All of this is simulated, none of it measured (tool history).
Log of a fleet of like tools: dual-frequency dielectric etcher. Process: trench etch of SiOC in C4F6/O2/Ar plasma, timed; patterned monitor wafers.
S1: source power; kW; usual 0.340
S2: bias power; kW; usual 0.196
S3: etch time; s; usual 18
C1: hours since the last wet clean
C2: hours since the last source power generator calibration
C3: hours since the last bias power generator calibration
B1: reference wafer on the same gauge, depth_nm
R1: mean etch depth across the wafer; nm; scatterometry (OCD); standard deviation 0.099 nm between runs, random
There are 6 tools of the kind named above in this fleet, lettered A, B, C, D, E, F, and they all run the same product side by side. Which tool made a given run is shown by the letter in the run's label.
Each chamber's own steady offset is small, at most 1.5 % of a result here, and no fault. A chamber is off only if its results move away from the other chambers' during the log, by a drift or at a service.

At hour 2.2: chamber B: wet clean of the chamber.
Run 1C, hour 10.7: usual settings; C1 365.5; C2 249.3; C3 1303.5; B1 32.205. Result: R1 36.241 nm.
Run 2A, hour 18.1: usual settings; C1 475.8; C2 2197.9; C3 2045.8; B1 32.204. Result: R1 36.387 nm.
At hour 22.3: chamber D: wet clean of the chamber.
Run 3E, hour 30.3: usual settings; C1 308.5; C2 312.8; C3 3252.3; B1 32.187. Result: R1 35.358 nm.
Run 4F, hour 36.2: usual settings; C1 376.7; C2 1203.4; C3 1626.0; B1 32.197. Result: R1 36.230 nm.
Run 5B, hour 49.7: usual settings; C1 47.5; C2 1072.3; C3 714.2; B1 32.215. Result: R1 35.801 nm.
At hour 57.7: chamber A: wet clean of the chamber.
Run 6D, hour 61.9: usual settings but S3 20 s; C1 39.7; C2 3231.1; C3 3763.8; B1 32.184. Result: R1 39.676 nm.
Run 7E, hour 72.2: usual settings but S3 20 s; C1 350.4; C2 354.7; C3 3294.2; B1 32.197. Result: R1 39.553 nm.
Run 8D, hour 80.2: usual settings but S3 20 s; C1 58.0; C2 3249.4; C3 3782.1; B1 32.197. Result: R1 39.965 nm.
Run 9F, hour 89.4: usual settings but S3 20 s; C1 429.9; C2 1256.6; C3 1679.2; B1 32.205. Result: R1 40.432 nm.
At hour 91.3: chamber F: wet clean of the chamber.
At hour 94.8: chamber E: wet clean of the chamber.
Run 10A, hour 101.3: usual settings but S3 20 s; C1 43.6; C2 2281.1; C3 2129.0; B1 32.203. Result: R1 40.226 nm.
Run 11B, hour 110.0: usual settings but S3 20 s; C1 107.8; C2 1132.6; C3 774.5; B1 32.205. Result: R1 39.820 nm.
Run 12C, hour 117.8: usual settings; C1 472.6; C2 356.4; C3 1410.6; B1 32.229. Result: R1 36.500 nm.
Run 13E, hour 124.1: usual settings; C1 29.4; C2 406.6; C3 3346.1; B1 32.200. Result: R1 35.728 nm.
Run 14F, hour 134.7: usual settings; C1 43.5; C2 1301.9; C3 1724.5; B1 32.202. Result: R1 36.092 nm.
Run 15A, hour 142.4: usual settings; C1 84.7; C2 2322.2; C3 2170.1; B1 32.225. Result: R1 36.228 nm.
Run 16D, hour 152.5: usual settings but S1 0.420 kW; C1 130.3; C2 3321.7; C3 3854.4; B1 32.198. Result: R1 38.906 nm.
Run 17C, hour 164.3: usual settings but S1 0.420 kW; C1 519.1; C2 402.9; C3 1457.1; B1 32.226. Result: R1 39.464 nm.
Run 18B, hour 175.7: usual settings but S1 0.420 kW; C1 173.5; C2 1198.3; C3 840.2; B1 32.196. Result: R1 38.992 nm.
At hour 176.1: chamber C: wet clean of the chamber.
Run 19C, hour 183.5: usual settings but S1 0.420 kW; C1 7.5; C2 422.1; C3 1476.3; B1 32.208. Result: R1 38.643 nm.
Run 20A, hour 196.0: usual settings but S1 0.420 kW; C1 138.3; C2 2375.8; C3 2223.7; B1 32.199. Result: R1 39.348 nm.
Run 21D, hour 202.5: usual settings but S1 0.420 kW; C1 180.3; C2 3371.7; C3 3904.4; B1 32.212. Result: R1 38.974 nm.
Run 22F, hour 214.0: usual settings; C1 122.8; C2 1381.2; C3 1803.8; B1 32.193. Result: R1 36.224 nm.
At hour 214.3: chamber F: bias power generator calibrated.
Run 23E, hour 227.0: usual settings; C1 132.3; C2 509.5; C3 3449.0; B1 32.217. Result: R1 35.673 nm.
Run 24B, hour 240.4: usual settings; C1 238.2; C2 1263.0; C3 904.9; B1 32.195. Result: R1 35.699 nm.
Run 25F, hour 247.9: usual settings; C1 156.7; C2 1415.1; C3 33.6; B1 32.190. Result: R1 36.331 nm.
Run 26A, hour 255.4: usual settings; C1 197.7; C2 2435.2; C3 2283.1; B1 32.193. Result: R1 36.172 nm.
Run 27E, hour 265.7: usual settings; C1 171.0; C2 548.2; C3 3487.7; B1 32.207. Result: R1 35.634 nm.
Run 28C, hour 277.8: usual settings; C1 101.8; C2 516.4; C3 1570.6; B1 32.199. Result: R1 35.592 nm.
Run 29D, hour 287.8: usual settings but S1 0.400 kW; C1 265.6; C2 3457.0; C3 3989.7; B1 32.205. Result: R1 38.115 nm.
Run 30B, hour 294.7: usual settings but S1 0.400 kW; C1 292.5; C2 1317.3; C3 959.2; B1 32.195. Result: R1 38.163 nm.
Run 31C, hour 301.0: usual settings but S1 0.400 kW; C1 125.0; C2 539.6; C3 1593.8; B1 32.177. Result: R1 37.884 nm.
Run 32B, hour 307.5: usual settings but S1 0.400 kW; C1 305.3; C2 1330.1; C3 972.0; B1 32.201. Result: R1 38.104 nm.
Run 33E, hour 317.8: usual settings but S1 0.400 kW; C1 223.1; C2 600.3; C3 3539.8; B1 32.194. Result: R1 37.819 nm.
Run 34F, hour 330.8: usual settings but S1 0.400 kW; C1 239.6; C2 1498.0; C3 116.5; B1 32.193. Result: R1 38.642 nm.
Run 35D, hour 343.0: usual settings but S1 0.410 kW, S2 0.161 kW; C1 320.8; C2 3512.2; C3 4044.9; B1 32.178. Result: R1 36.501 nm.
Run 36A, hour 355.3: usual settings but S1 0.410 kW, S2 0.161 kW; C1 297.6; C2 2535.1; C3 2383.0; B1 32.183. Result: R1 36.701 nm.
Run 37D, hour 363.8: usual settings but S1 0.410 kW, S2 0.161 kW; C1 341.6; C2 3533.0; C3 4065.7; B1 32.200. Result: R1 36.193 nm.
Run 38B, hour 371.6: usual settings but S1 0.410 kW, S2 0.161 kW; C1 369.4; C2 1394.2; C3 1036.1; B1 32.194. Result: R1 35.881 nm.
Run 39C, hour 378.8: usual settings but S1 0.410 kW, S2 0.161 kW; C1 202.8; C2 617.4; C3 1671.6; B1 32.223. Result: R1 36.072 nm.
Run 40F, hour 388.9: usual settings but S1 0.410 kW, S2 0.161 kW; C1 297.7; C2 1556.1; C3 174.6; B1 32.221. Result: R1 36.553 nm.
Run 41E, hour 398.0: usual settings; C1 303.3; C2 680.5; C3 3620.0; B1 32.199. Result: R1 35.394 nm.
Run 42A, hour 405.5: usual settings; C1 347.8; C2 2585.3; C3 2433.2; B1 32.209. Result: R1 36.265 nm.
Run 43C, hour 418.4: usual settings; C1 242.4; C2 657.0; C3 1711.2; B1 32.184. Result: R1 35.588 nm.
Run 44D, hour 431.9: usual settings; C1 409.7; C2 3601.1; C3 4133.8; B1 32.195. Result: R1 35.852 nm.

Has any chamber moved away from the others, gradually or after a service, or does the common gauge drift, or do the chambers differ only by their own small steady offsets? State the chamber and the most likely cause if one applies.

A service on chamber C put it out of line with the rest.
Cause: etch rate under this chamber's usual, % = 2.36.

Chamber C could run next with any of the 4 candidate recipes listed below; each alters the usual settings, and their results appear as question marks. Which one brings its results back in line with what the other chambers deliver on the usual settings?
Maximum distance from the other chambers' mean on the usual settings for a result to count as in line: R1 0.350 nm
Run 45C-1, hour 441.6: usual settings but S1 0.350 kW, S2 0.199 kW. Result: R1 ?.
Run 45C-2, hour 441.6: usual settings but S1 0.330 kW, S2 0.193 kW. Result: R1 ?.
Run 45C-3, hour 441.6: usual settings but S2 0.195 kW, S3 17.5 s. Result: R1 ?.
Run 45C-4, hour 441.6: usual settings but S3 18.5 s. Result: R1 ?.

Usual-settings mean across the other chambers: R1 35.931 nm
  run      R1
45C-1  36.020
45C-2  34.867
45C-3  34.404
45C-4  36.431
With 45C-1, the chamber falls back in line with the rest.

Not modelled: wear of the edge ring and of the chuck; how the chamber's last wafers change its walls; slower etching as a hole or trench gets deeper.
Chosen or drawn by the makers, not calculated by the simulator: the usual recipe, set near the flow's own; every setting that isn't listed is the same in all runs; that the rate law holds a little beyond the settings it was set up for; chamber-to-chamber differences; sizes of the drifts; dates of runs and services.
